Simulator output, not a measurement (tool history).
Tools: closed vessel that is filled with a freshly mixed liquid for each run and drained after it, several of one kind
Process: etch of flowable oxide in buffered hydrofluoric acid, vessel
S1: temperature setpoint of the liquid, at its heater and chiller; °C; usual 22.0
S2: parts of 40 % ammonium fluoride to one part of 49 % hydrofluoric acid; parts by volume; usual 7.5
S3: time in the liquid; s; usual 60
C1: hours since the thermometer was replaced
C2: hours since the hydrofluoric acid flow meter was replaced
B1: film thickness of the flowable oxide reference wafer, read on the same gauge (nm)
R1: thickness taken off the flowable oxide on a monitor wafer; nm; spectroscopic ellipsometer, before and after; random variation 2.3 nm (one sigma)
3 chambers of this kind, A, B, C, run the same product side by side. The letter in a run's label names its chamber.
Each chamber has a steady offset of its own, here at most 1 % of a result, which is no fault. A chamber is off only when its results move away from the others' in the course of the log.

{"hour": 2.8, "done": "chamber B: hydrofluoric acid flow meter replaced"}
{"run": "1B", "hour": 5.5, "S1": 22.0, "S2": 7.5, "S3": 60, "C1": 840.8, "C2": 2.7, "B1": 30.042, "R1": 414.11}
{"run": "2A", "hour": 10.0, "S1": 22.0, "S2": 7.5, "S3": 60, "C1": 70.0, "C2": 684.9, "B1": 29.993, "R1": 412.41}
{"run": "3C", "hour": 14.4, "S1": 22.0, "S2": 7.5, "S3": 60, "C1": 483.9, "C2": 1171.0, "B1": 29.976, "R1": 414.7}
{"run": "4B", "hour": 20.4, "S1": 22.0, "S2": 7.5, "S3": 60, "C1": 855.7, "C2": 17.6, "B1": 29.974, "R1": 415.48}
{"run": "5A", "hour": 25.6, "S1": 22.0, "S2": 7.5, "S3": 60, "C1": 85.6, "C2": 700.5, "B1": 30.0, "R1": 418.5}
{"run": "6C", "hour": 31.1, "S1": 22.0, "S2": 7.5, "S3": 60, "C1": 500.6, "C2": 1187.7, "B1": 29.983, "R1": 415.34}
{"run": "7C", "hour": 37.9, "S1": 22.0, "S2": 7.5, "S3": 60, "C1": 507.4, "C2": 1194.5, "B1": 30.031, "R1": 412.06}
{"run": "8A", "hour": 44.7, "S1": 22.0, "S2": 7.5, "S3": 60, "C1": 104.7, "C2": 719.6, "B1": 29.966, "R1": 417.8}
{"run": "9B", "hour": 51.0, "S1": 22.0, "S2": 7.5, "S3": 60, "C1": 886.3, "C2": 48.2, "B1": 30.014, "R1": 418.77}
{"run": "10A", "hour": 55.2, "S1": 22.0, "S2": 7.5, "S3": 60, "C1": 115.2, "C2": 730.1, "B1": 29.975, "R1": 417.59}
{"run": "11B", "hour": 59.2, "S1": 22.0, "S2": 7.5, "S3": 60, "C1": 894.5, "C2": 56.4, "B1": 30.001, "R1": 414.5}
{"run": "12C", "hour": 66.2, "S1": 22.0, "S2": 7.5, "S3": 60, "C1": 535.7, "C2": 1222.8, "B1": 29.988, "R1": 410.84}
{"hour": 71.1, "done": "chamber C: thermometer replaced"}
{"run": "13B", "hour": 71.7, "S1": 22.0, "S2": 7.5, "S3": 60, "C1": 907.0, "C2": 68.9, "B1": 30.029, "R1": 417.64}
{"run": "14A", "hour": 77.4, "S1": 22.0, "S2": 7.5, "S3": 60, "C1": 137.4, "C2": 752.3, "B1": 29.964, "R1": 417.38}
{"run": "15C", "hour": 82.6, "S1": 24.0, "S2": 9.0, "S3": 60, "C1": 11.5, "C2": 1239.2, "B1": 30.007, "R1": 377.98}
{"run": "16C", "hour": 87.5, "S1": 24.0, "S2": 9.0, "S3": 60, "C1": 16.4, "C2": 1244.1, "B1": 30.015, "R1": 377.61}
{"run": "17B", "hour": 92.0, "S1": 24.0, "S2": 9.0, "S3": 60, "C1": 927.3, "C2": 89.2, "B1": 29.993, "R1": 381.42}
{"run": "18A", "hour": 95.7, "S1": 22.0, "S2": 7.5, "S3": 60, "C1": 155.7, "C2": 770.6, "B1": 29.996, "R1": 418.74}
{"run": "19B", "hour": 103.6, "S1": 22.0, "S2": 9.0, "S3": 80, "C1": 938.9, "C2": 100.8, "B1": 29.985, "R1": 457.84}
{"run": "20A", "hour": 110.7, "S1": 22.0, "S2": 9.0, "S3": 80, "C1": 170.7, "C2": 785.6, "B1": 30.008, "R1": 457.2}
{"run": "21C", "hour": 116.0, "S1": 22.0, "S2": 9.0, "S3": 80, "C1": 44.9, "C2": 1272.6, "B1": 29.989, "R1": 459.97}
{"run": "22B", "hour": 122.0, "S1": 22.0, "S2": 7.5, "S3": 60, "C1": 957.3, "C2": 119.2, "B1": 29.982, "R1": 417.76}
{"run": "23C", "hour": 128.9, "S1": 22.0, "S2": 7.5, "S3": 60, "C1": 57.8, "C2": 1285.5, "B1": 29.989, "R1": 415.0}
{"run": "24A", "hour": 135.6, "S1": 22.0, "S2": 7.5, "S3": 60, "C1": 195.6, "C2": 810.5, "B1": 29.981, "R1": 414.86}
{"run": "25B", "hour": 139.4, "S1": 22.0, "S2": 5.0, "S3": 45, "C1": 974.7, "C2": 136.6, "B1": 30.023, "R1": 454.67}
{"run": "26C", "hour": 147.1, "S1": 22.0, "S2": 5.0, "S3": 45, "C1": 76.0, "C2": 1303.7, "B1": 30.01, "R1": 450.94}
{"run": "27A", "hour": 154.2, "S1": 22.0, "S2": 5.0, "S3": 45, "C1": 214.2, "C2": 829.1, "B1": 29.994, "R1": 448.48}
{"run": "28A", "hour": 160.1, "S1": 22.0, "S2": 7.5, "S3": 60, "C1": 220.1, "C2": 835.0, "B1": 29.997, "R1": 416.88}
{"run": "29C", "hour": 167.9, "S1": 22.0, "S2": 7.5, "S3": 60, "C1": 96.8, "C2": 1324.5, "B1": 29.99, "R1": 426.48}
{"run": "30B", "hour": 173.0, "S1": 22.0, "S2": 7.5, "S3": 60, "C1": 1008.3, "C2": 170.2, "B1": 30.015, "R1": 418.16}
{"run": "31C", "hour": 179.5, "S1": 22.0, "S2": 7.5, "S3": 60, "C1": 108.4, "C2": 1336.1, "B1": 30.012, "R1": 417.79}
{"run": "32A", "hour": 185.1, "S1": 22.0, "S2": 7.5, "S3": 60, "C1": 245.1, "C2": 860.0, "B1": 30.028, "R1": 416.29}
{"run": "33B", "hour": 188.8, "S1": 22.0, "S2": 7.5, "S3": 60, "C1": 1024.1, "C2": 186.0, "B1": 29.971, "R1": 420.92}
{"run": "34B", "hour": 195.6, "S1": 22.0, "S2": 7.5, "S3": 60, "C1": 1030.9, "C2": 192.8, "B1": 30.002, "R1": 417.09}
{"run": "35A", "hour": 200.9, "S1": 22.0, "S2": 7.5, "S3": 60, "C1": 260.9, "C2": 875.8, "B1": 30.02, "R1": 418.55}
{"run": "36C", "hour": 206.1, "S1": 22.0, "S2": 7.5, "S3": 60, "C1": 135.0, "C2": 1362.7, "B1": 30.008, "R1": 424.03}
{"run": "37C", "hour": 213.6, "S1": 22.0, "S2": 7.5, "S3": 60, "C1": 142.5, "C2": 1370.2, "B1": 29.984, "R1": 426.8}
{"run": "38B", "hour": 220.7, "S1": 22.0, "S2": 7.5, "S3": 90, "C1": 1056.0, "C2": 217.9, "B1": 29.939, "R1": 623.15}
{"run": "39A", "hour": 224.4, "S1": 22.0, "S2": 7.5, "S3": 90, "C1": 284.4, "C2": 899.3, "B1": 30.008, "R1": 630.39}
{"run": "40B", "hour": 231.6, "S1": 22.0, "S2": 7.5, "S3": 90, "C1": 1066.9, "C2": 228.8, "B1": 29.971, "R1": 624.55}
{"run": "41C", "hour": 238.5, "S1": 22.0, "S2": 7.5, "S3": 60, "C1": 167.4, "C2": 1395.1, "B1": 29.999, "R1": 428.29}
{"run": "42A", "hour": 245.3, "S1": 17.5, "S2": 7.5, "S3": 85, "C1": 305.3, "C2": 920.2, "B1": 29.992, "R1": 462.59}

All 3 chambers run these settings next. Forecast each chamber's results:
{"run": "43A", "hour": 251.0, "S1": 22.0, "S2": 7.5, "S3": 60, "R1": "?"}
{"run": "43B", "hour": 251.0, "S1": 22.0, "S2": 7.5, "S3": 60, "R1": "?"}
{"run": "43C", "hour": 251.0, "S1": 22.0, "S2": 7.5, "S3": 60, "R1": "?"}

run=43A R1=418.14
run=43B R1=416.90
run=43C R1=428.99
